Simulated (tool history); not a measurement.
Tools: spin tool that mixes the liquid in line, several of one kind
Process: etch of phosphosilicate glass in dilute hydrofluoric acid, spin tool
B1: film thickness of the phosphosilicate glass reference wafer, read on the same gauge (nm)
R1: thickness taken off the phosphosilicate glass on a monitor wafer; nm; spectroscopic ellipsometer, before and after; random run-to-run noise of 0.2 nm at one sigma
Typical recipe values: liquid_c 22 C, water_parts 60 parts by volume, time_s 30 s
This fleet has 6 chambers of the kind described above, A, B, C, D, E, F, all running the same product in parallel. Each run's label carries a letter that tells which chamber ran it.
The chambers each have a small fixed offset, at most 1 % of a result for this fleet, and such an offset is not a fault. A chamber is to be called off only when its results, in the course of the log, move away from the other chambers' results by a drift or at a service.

Run 1D, day 0.154: usual settings; B1 40.045. Result: R1 60.111 nm.
Run 2B, day 0.438: usual settings; B1 39.986. Result: R1 59.564 nm.
Run 3A, day 0.704: usual settings; B1 40.014. Result: R1 59.661 nm.
Run 4E, day 1.058: usual settings; B1 39.971. Result: R1 60.033 nm.
Run 5F, day 1.3: usual settings; B1 40.013. Result: R1 59.626 nm.
Run 6C, day 1.496: usual settings; B1 40.011. Result: R1 59.336 nm.
Run 7C, day 1.792: usual settings but time_s 15 s; B1 39.983. Result: R1 29.987 nm.
Run 8F, day 2.071: usual settings but time_s 15 s; B1 40.027. Result: R1 29.71 nm.
Run 9E, day 2.238: usual settings but time_s 15 s; B1 40.033. Result: R1 30.075 nm.
Run 10A, day 2.567: usual settings but time_s 15 s; B1 40.01. Result: R1 30.078 nm.
Run 11D, day 2.833: usual settings but time_s 15 s; B1 39.987. Result: R1 30.131 nm.
Run 12B, day 2.992: usual settings but time_s 15 s; B1 40.01. Result: R1 30.051 nm.
Run 13D, day 3.25: usual settings; B1 40.002. Result: R1 60.233 nm.
Run 14C, day 3.583: usual settings; B1 40.001. Result: R1 59.523 nm.
At day 3.712: chamber F: hydrofluoric acid flow meter replaced.
Run 15E, day 3.767: usual settings; B1 39.986. Result: R1 60.132 nm.
Run 16A, day 3.962: usual settings but water_parts 45 parts by volume, time_s 20 s; B1 39.963. Result: R1 53.756 nm.
Run 17B, day 4.183: usual settings but water_parts 45 parts by volume, time_s 20 s; B1 39.985. Result: R1 54.191 nm.
Run 18F, day 4.5: usual settings but water_parts 45 parts by volume, time_s 20 s; B1 39.991. Result: R1 53.751 nm.
Run 19A, day 4.658: usual settings but water_parts 45 parts by volume, time_s 20 s; B1 40.012. Result: R1 54.198 nm.
Run 20F, day 4.946: usual settings but water_parts 45 parts by volume, time_s 20 s; B1 40.026. Result: R1 53.524 nm.
Run 21C, day 5.292: usual settings but water_parts 45 parts by volume, time_s 20 s; B1 40.025. Result: R1 54.475 nm.
Run 22E, day 5.588: usual settings; B1 40.021. Result: R1 60.164 nm.
Run 23D, day 5.912: usual settings; B1 40.001. Result: R1 60.228 nm.
Run 24B, day 6.262: usual settings but time_s 50 s; B1 40.023. Result: R1 100.07 nm.
Run 25B, day 6.55: usual settings but time_s 50 s; B1 40.007. Result: R1 100.01 nm.
Run 26E, day 6.708: usual settings but time_s 50 s; B1 39.979. Result: R1 100.29 nm.
Run 27C, day 6.946: usual settings but time_s 50 s; B1 39.998. Result: R1 101.03 nm.
Run 28D, day 7.179: usual settings but time_s 50 s; B1 39.961. Result: R1 99.657 nm.
Run 29F, day 7.508: usual settings but time_s 50 s; B1 39.955. Result: R1 99.034 nm.
Run 30A, day 7.708: usual settings; B1 40.015. Result: R1 59.907 nm.
Run 31E, day 7.925: usual settings; B1 39.997. Result: R1 59.978 nm.
Run 32D, day 8.233: usual settings but water_parts 40 parts by volume, time_s 40 s; B1 39.927. Result: R1 122.27 nm.
Run 33A, day 8.562: usual settings but water_parts 40 parts by volume, time_s 40 s; B1 39.966. Result: R1 122.22 nm.
Run 34C, day 8.742: usual settings but water_parts 40 parts by volume, time_s 40 s; B1 40.026. Result: R1 126.35 nm.
Run 35F, day 8.921: usual settings but water_parts 40 parts by volume, time_s 40 s; B1 39.998. Result: R1 121.58 nm.
Run 36B, day 9.2: usual settings but water_parts 40 parts by volume, time_s 40 s; B1 40.004. Result: R1 122.65 nm.

Read the log: is a single chamber off, either drifting away or since a service, is the gauge that measures every chamber drifting, or is nothing wrong beyond small per-chamber offsets? Name any odd chamber and what most likely caused it.

It is chamber C that slowly wanders off from its peers.
What lies behind it: hydrofluoric acid flow above the setpoint (%) = 2.64.
It could be hard to tell apart here from: liquid hotter than its thermometer reads (K).

Here are 4 candidates for chamber C's next run, each the usual settings with a change, their results left as question marks. Which one brings its results back in line with what the others give on the usual settings?
A result is in line if it is within this distance of the other chambers' mean on the usual settings: R1 0.7 nm
Run 37C-1, day 9.454: usual settings but liquid_c 22.5 C. Result: R1 ?.
Run 37C-2, day 9.454: usual settings but liquid_c 21 C. Result: R1 ?.
Run 37C-3, day 9.454: usual settings but liquid_c 21.5 C. Result: R1 ?.
Run 37C-4, day 9.454: usual settings but liquid_c 23 C. Result: R1 ?.

Usual-settings mean across the other chambers: R1 59.814 nm
  run      R1
37C-1  62.308
37C-2  58.488
37C-3  59.748
37C-4  63.634
Change 37C-3 lands the chamber within the allowed miss of the other chambers.

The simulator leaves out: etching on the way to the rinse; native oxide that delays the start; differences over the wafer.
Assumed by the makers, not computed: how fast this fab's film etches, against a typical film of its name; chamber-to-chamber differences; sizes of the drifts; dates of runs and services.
